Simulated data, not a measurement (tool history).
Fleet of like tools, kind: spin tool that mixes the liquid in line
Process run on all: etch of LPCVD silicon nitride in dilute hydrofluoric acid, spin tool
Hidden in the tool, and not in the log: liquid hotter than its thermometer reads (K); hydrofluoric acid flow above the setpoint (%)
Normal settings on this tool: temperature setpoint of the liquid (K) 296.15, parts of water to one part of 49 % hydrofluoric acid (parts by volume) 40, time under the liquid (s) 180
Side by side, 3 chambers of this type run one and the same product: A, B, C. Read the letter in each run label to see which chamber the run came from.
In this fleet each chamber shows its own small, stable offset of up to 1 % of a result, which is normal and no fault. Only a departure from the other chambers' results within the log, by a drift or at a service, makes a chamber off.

| run | hour | temperature setpoint of the liquid (K) | parts of water to one part of 49 % hydrofluoric acid (parts by volume) | time under the liquid (s) | hours since the thermometer was replaced | hours since the hydrofluoric acid flow meter was replaced | read-back film thickness of the LPCVD silicon nitride reference wafer, read on the same gauge (nm) | thickness taken off the LPCVD silicon nitride on a monitor wafer (angstrom) |
|---|---|---|---|---|---|---|---|---|
| 1C | 12.2 | 296.15 | 40 | 180 | 710.4 | 16.3 | 69.979 | 22.885 |
| 2A | 19.0 | 296.15 | 40 | 180 | 1640.6 | 213.6 | 70.033 | 22.834 |
| 3B | 33.7 | 296.15 | 40 | 180 | 1993.8 | 403.5 | 69.971 | 22.351 |
| 4B | 43.1 | 296.15 | 40 | 180 | 2003.2 | 412.9 | 69.998 | 22.510 |
| 5C | 52.6 | 296.15 | 25 | 105 | 750.8 | 56.7 | 70.041 | 21.058 |
| 6A | 62.9 | 296.15 | 25 | 105 | 1684.5 | 257.5 | 70.058 | 20.143 |
| 7A | 77.3 | 296.15 | 25 | 105 | 1698.9 | 271.9 | 69.956 | 21.615 |
| 8B | 85.6 | 296.15 | 40 | 180 | 2045.7 | 455.4 | 70.016 | 22.856 |
| 9C | 92.8 | 296.15 | 25 | 180 | 791.0 | 96.9 | 69.962 | 36.279 |
| 10A | 104.3 | 296.15 | 25 | 180 | 1725.9 | 298.9 | 70.032 | 37.816 |
| 11B | 115.0 | 296.15 | 25 | 180 | 2075.1 | 484.8 | 69.978 | 35.989 |
| 12C | 129.2 | 296.15 | 40 | 180 | 827.4 | 133.3 | 70.024 | 22.848 |
| 13C | 136.5 | 296.15 | 40 | 180 | 834.7 | 140.6 | 69.968 | 22.494 |
| 14A | 143.3 | 296.15 | 40 | 180 | 1764.9 | 337.9 | 70.051 | 24.044 |
| 15B | 150.2 | 296.15 | 40 | 180 | 2110.3 | 520.0 | 70.056 | 22.498 |
| 16B | 157.2 | 296.15 | 40 | 180 | 2117.3 | 527.0 | 69.941 | 23.034 |
| 17C | 170.2 | 296.15 | 40 | 180 | 868.4 | 174.3 | 70.029 | 22.385 |
| 18A | 183.3 | 296.15 | 40 | 180 | 1804.9 | 377.9 | 69.989 | 25.620 |
| 19C | 190.4 | 296.15 | 40 | 180 | 888.6 | 194.5 | 70.013 | 22.581 |
| 20B | 197.7 | 296.15 | 40 | 180 | 2157.8 | 567.5 | 70.039 | 22.615 |
| 21A | 208.0 | 296.15 | 40 | 180 | 1829.6 | 402.6 | 70.063 | 26.378 |

One chamber off, gauge drift, or nothing amiss beyond the chambers' own small offsets? If it is a chamber, which one, and what is the likeliest cause?

It is chamber A that slowly wanders off from its peers.
Likeliest cause: liquid hotter than its thermometer reads (K) = 2.62.

Below are 4 candidate recipes for chamber A's next run, each the usual settings with a change, their results shown as question marks. Which of them brings A's results back in line with what the other chambers give on the usual settings?
Counts as in line when no further than this from what the other chambers average on the usual settings: thickness taken off the LPCVD silicon nitride on a monitor wafer (angstrom) 1.200
| 22A-1 | 218.6 | 296.65 | 35 | 205 |  |  |  | ? |
| 22A-2 | 218.6 | 292.15 | 40 | 180 |  |  |  | ? |
| 22A-3 | 218.6 | 295.65 | 40 | 155 |  |  |  | ? |
| 22A-4 | 218.6 | 296.65 | 35 | 180 |  |  |  | ? |

Usual-settings mean across the other chambers: thickness taken off the LPCVD silicon nitride on a monitor wafer (angstrom) 22.669
| run | thickness taken off the LPCVD silicon nitride on a monitor wafer (angstrom) |
|---|---|
| 22A-1 | 36.294 |
| 22A-2 | 20.485 |
| 22A-3 | 22.464 |
| 22A-4 | 31.868 |
The answer is 22A-3, which returns the chamber to within the allowed miss of the others.
